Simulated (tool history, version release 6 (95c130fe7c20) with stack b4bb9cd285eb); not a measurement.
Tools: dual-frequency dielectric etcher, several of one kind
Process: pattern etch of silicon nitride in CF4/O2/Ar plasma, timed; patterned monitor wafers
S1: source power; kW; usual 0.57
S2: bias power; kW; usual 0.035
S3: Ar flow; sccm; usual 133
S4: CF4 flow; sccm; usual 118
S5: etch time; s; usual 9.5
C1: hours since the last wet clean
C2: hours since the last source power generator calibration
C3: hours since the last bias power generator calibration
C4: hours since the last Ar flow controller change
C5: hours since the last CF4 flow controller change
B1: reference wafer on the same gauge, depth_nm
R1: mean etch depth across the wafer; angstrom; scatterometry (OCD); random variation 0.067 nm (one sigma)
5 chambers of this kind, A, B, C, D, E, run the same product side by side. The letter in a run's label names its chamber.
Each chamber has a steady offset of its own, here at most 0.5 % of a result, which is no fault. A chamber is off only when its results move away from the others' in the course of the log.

run 1A hour=12.3 | S1=0.57 S2=0.035 S3=133 S4=118 S5=9.5 | C1=172.3 C2=878.2 C3=4447.9 C4=4301.3 C5=4202.2 | B1=15.188 | R1=174.6
run 2B hour=24.7 | S1=0.57 S2=0.035 S3=133 S4=118 S5=9.5 | C1=561.2 C2=1045.8 C3=2320.5 C4=1653.1 C5=2109.9 | B1=15.2 | R1=175.15
-- hour=31 chamber A: bias power generator calibrated
run 3E hour=31.8 | S1=0.57 S2=0.035 S3=133 S4=118 S5=9.5 | C1=265.7 C2=1422.5 C3=1191.9 C4=4369.5 C5=49.6 | B1=15.219 | R1=174.7
run 4C hour=42.5 | S1=0.57 S2=0.035 S3=133 S4=118 S5=9.5 | C1=275.7 C2=2024.1 C3=2904.5 C4=131.9 C5=1630.9 | B1=15.205 | R1=176.38
run 5D hour=54 | S1=0.57 S2=0.035 S3=133 S4=118 S5=9.5 | C1=270.8 C2=1583.7 C3=1790.6 C4=2358.4 C5=318.6 | B1=15.196 | R1=175.71
-- hour=61.5 chamber B: wet clean of the chamber
run 6C hour=68.3 | S1=0.57 S2=0.035 S3=133 S4=118 S5=9.5 | C1=301.5 C2=2049.9 C3=2930.3 C4=157.7 C5=1656.7 | B1=15.205 | R1=176.53
run 7A hour=77.1 | S1=0.57 S2=0.035 S3=133 S4=118 S5=9.5 | C1=237.1 C2=943 C3=46.1 C4=4366.1 C5=4267 | B1=15.191 | R1=176.15
run 8B hour=90.7 | S1=0.57 S2=0.035 S3=133 S4=118 S5=9.5 | C1=29.3 C2=1111.8 C3=2386.5 C4=1719.1 C5=2175.9 | B1=15.204 | R1=174.41
run 9E hour=98 | S1=0.57 S2=0.035 S3=133 S4=118 S5=9.5 | C1=331.9 C2=1488.7 C3=1258.1 C4=4435.7 C5=115.8 | B1=15.193 | R1=174.04
-- hour=99.9 chamber E: Ar flow controller replaced
run 10D hour=112.2 | S1=0.57 S2=0.035 S3=133 S4=118 S5=9.5 | C1=329 C2=1641.9 C3=1848.8 C4=2416.6 C5=376.8 | B1=15.201 | R1=175.41
-- hour=117.8 chamber C: wet clean of the chamber
run 11A hour=123.3 | S1=0.57 S2=0.035 S3=133 S4=118 S5=9.5 | C1=283.3 C2=989.2 C3=92.3 C4=4412.3 C5=4313.2 | B1=15.207 | R1=175.98
run 12E hour=129.5 | S1=0.57 S2=0.035 S3=133 S4=118 S5=9.5 | C1=363.4 C2=1520.2 C3=1289.6 C4=29.6 C5=147.3 | B1=15.212 | R1=175.87
run 13D hour=138.3 | S1=0.57 S2=0.035 S3=133 S4=118 S5=9.5 | C1=355.1 C2=1668 C3=1874.9 C4=2442.7 C5=402.9 | B1=15.202 | R1=175.43
run 14C hour=145.5 | S1=0.57 S2=0.035 S3=133 S4=118 S5=9.5 | C1=27.8 C2=2127.1 C3=3007.5 C4=234.9 C5=1733.9 | B1=15.221 | R1=174.36
run 15B hour=157.2 | S1=0.57 S2=0.035 S3=133 S4=118 S5=9.5 | C1=95.8 C2=1178.3 C3=2453 C4=1785.6 C5=2242.4 | B1=15.195 | R1=173.57
-- hour=157.6 chamber A: CF4 flow controller replaced
run 16D hour=171.4 | S1=0.57 S2=0.035 S3=133 S4=118 S5=9.5 | C1=388.2 C2=1701.1 C3=1908 C4=2475.8 C5=436 | B1=15.214 | R1=176.85
run 17A hour=181 | S1=0.57 S2=0.035 S3=133 S4=118 S5=9.5 | C1=341 C2=1046.9 C3=150 C4=4470 C5=23.5 | B1=15.203 | R1=174.94
run 18B hour=194.7 | S1=0.57 S2=0.035 S3=133 S4=118 S5=9.5 | C1=133.3 C2=1215.8 C3=2490.5 C4=1823.1 C5=2279.9 | B1=15.199 | R1=174.88
run 19C hour=201.9 | S1=0.57 S2=0.035 S3=133 S4=118 S5=9.5 | C1=84.2 C2=2183.5 C3=3063.9 C4=291.3 C5=1790.3 | B1=15.213 | R1=175.33
run 20E hour=211.1 | S1=0.57 S2=0.035 S3=133 S4=118 S5=9.5 | C1=445 C2=1601.8 C3=1371.2 C4=111.2 C5=228.9 | B1=15.202 | R1=179.55
run 21B hour=219.4 | S1=0.57 S2=0.035 S3=133 S4=118 S5=9.5 | C1=158 C2=1240.5 C3=2515.2 C4=1847.8 C5=2304.6 | B1=15.206 | R1=174.82
run 22C hour=232.6 | S1=0.57 S2=0.035 S3=133 S4=118 S5=9.5 | C1=114.9 C2=2214.2 C3=3094.6 C4=322 C5=1821 | B1=15.188 | R1=174.4
-- hour=242.9 chamber C: bias power generator calibrated
run 23A hour=245.7 | S1=0.57 S2=0.035 S3=133 S4=107 S5=9.5 | C1=405.7 C2=1111.6 C3=214.7 C4=4534.7 C5=88.2 | B1=15.195 | R1=173.13
run 24D hour=257.5 | S1=0.57 S2=0.035 S3=133 S4=107 S5=9.5 | C1=474.3 C2=1787.2 C3=1994.1 C4=2561.9 C5=522.1 | B1=15.197 | R1=174.46
-- hour=258.8 chamber A: wet clean of the chamber
run 25E hour=266.1 | S1=0.57 S2=0.035 S3=133 S4=107 S5=9.5 | C1=500 C2=1656.8 C3=1426.2 C4=166.2 C5=283.9 | B1=15.194 | R1=177.47
run 26D hour=278.5 | S1=0.57 S2=0.035 S3=133 S4=107 S5=9.5 | C1=495.3 C2=1808.2 C3=2015.1 C4=2582.9 C5=543.1 | B1=15.191 | R1=172.54
run 27A hour=292.8 | S1=0.57 S2=0.035 S3=133 S4=107 S5=9.5 | C1=34 C2=1158.7 C3=261.8 C4=4581.8 C5=135.3 | B1=15.218 | R1=172.53
run 28C hour=301.5 | S1=0.57 S2=0.035 S3=133 S4=118 S5=9.5 | C1=183.8 C2=2283.1 C3=58.6 C4=390.9 C5=1889.9 | B1=15.191 | R1=175.48
run 29E hour=310.3 | S1=0.57 S2=0.035 S3=133 S4=118 S5=9.5 | C1=544.2 C2=1701 C3=1470.4 C4=210.4 C5=328.1 | B1=15.201 | R1=183.1
run 30B hour=318.1 | S1=0.57 S2=0.032 S3=133 S4=105 S5=9.5 | C1=256.7 C2=1339.2 C3=2613.9 C4=1946.5 C5=2403.3 | B1=15.192 | R1=165.68
run 31C hour=324.2 | S1=0.57 S2=0.032 S3=133 S4=105 S5=9.5 | C1=206.5 C2=2305.8 C3=81.3 C4=413.6 C5=1912.6 | B1=15.205 | R1=166.87
-- hour=328.6 chamber D: wet clean of the chamber
run 32E hour=331.2 | S1=0.57 S2=0.032 S3=133 S4=105 S5=9.5 | C1=565.1 C2=1721.9 C3=1491.3 C4=231.3 C5=349 | B1=15.203 | R1=173.16
run 33D hour=345.3 | S1=0.57 S2=0.032 S3=133 S4=105 S5=9.5 | C1=16.8 C2=1875 C3=2081.9 C4=2649.7 C5=609.9 | B1=15.191 | R1=167.18
run 34B hour=359.4 | S1=0.57 S2=0.032 S3=133 S4=105 S5=9.5 | C1=298 C2=1380.5 C3=2655.2 C4=1987.8 C5=2444.6 | B1=15.2 | R1=165.56
run 35A hour=366.3 | S1=0.57 S2=0.035 S3=133 S4=118 S5=9.5 | C1=107.5 C2=1232.2 C3=335.3 C4=4655.3 C5=208.8 | B1=15.192 | R1=174.44
run 36E hour=378.8 | S1=0.57 S2=0.035 S3=133 S4=118 S5=9.5 | C1=612.7 C2=1769.5 C3=1538.9 C4=278.9 C5=396.6 | B1=15.201 | R1=183.61
run 37B hour=387.9 | S1=0.57 S2=0.035 S3=133 S4=118 S5=9.5 | C1=326.5 C2=1409 C3=2683.7 C4=2016.3 C5=2473.1 | B1=15.195 | R1=174.8
run 38C hour=397.6 | S1=0.57 S2=0.035 S3=133 S4=102 S5=10.5 | C1=279.9 C2=2379.2 C3=154.7 C4=487 C5=1986 | B1=15.204 | R1=189.88
run 39A hour=404.8 | S1=0.57 S2=0.035 S3=133 S4=102 S5=10.5 | C1=146 C2=1270.7 C3=373.8 C4=4693.8 C5=247.3 | B1=15.193 | R1=190.2
run 40D hour=413.1 | S1=0.57 S2=0.035 S3=133 S4=102 S5=10.5 | C1=84.6 C2=1942.8 C3=2149.7 C4=2717.5 C5=677.7 | B1=15.211 | R1=190.13

All 5 chambers run these settings next. Forecast each chamber's results:
run 41A hour=423.4 | S1=0.57 S2=0.035 S3=133 S4=118 S5=9.5 | R1=?
run 41B hour=423.4 | S1=0.57 S2=0.035 S3=133 S4=118 S5=9.5 | R1=?
run 41C hour=423.4 | S1=0.57 S2=0.035 S3=133 S4=118 S5=9.5 | R1=?
run 41D hour=423.4 | S1=0.57 S2=0.035 S3=133 S4=118 S5=9.5 | R1=?
run 41E hour=423.4 | S1=0.57 S2=0.035 S3=133 S4=118 S5=9.5 | R1=?

run=41A R1=174.83
run=41B R1=174.46
run=41C R1=175.59
run=41D R1=174.83
run=41E R1=184.16
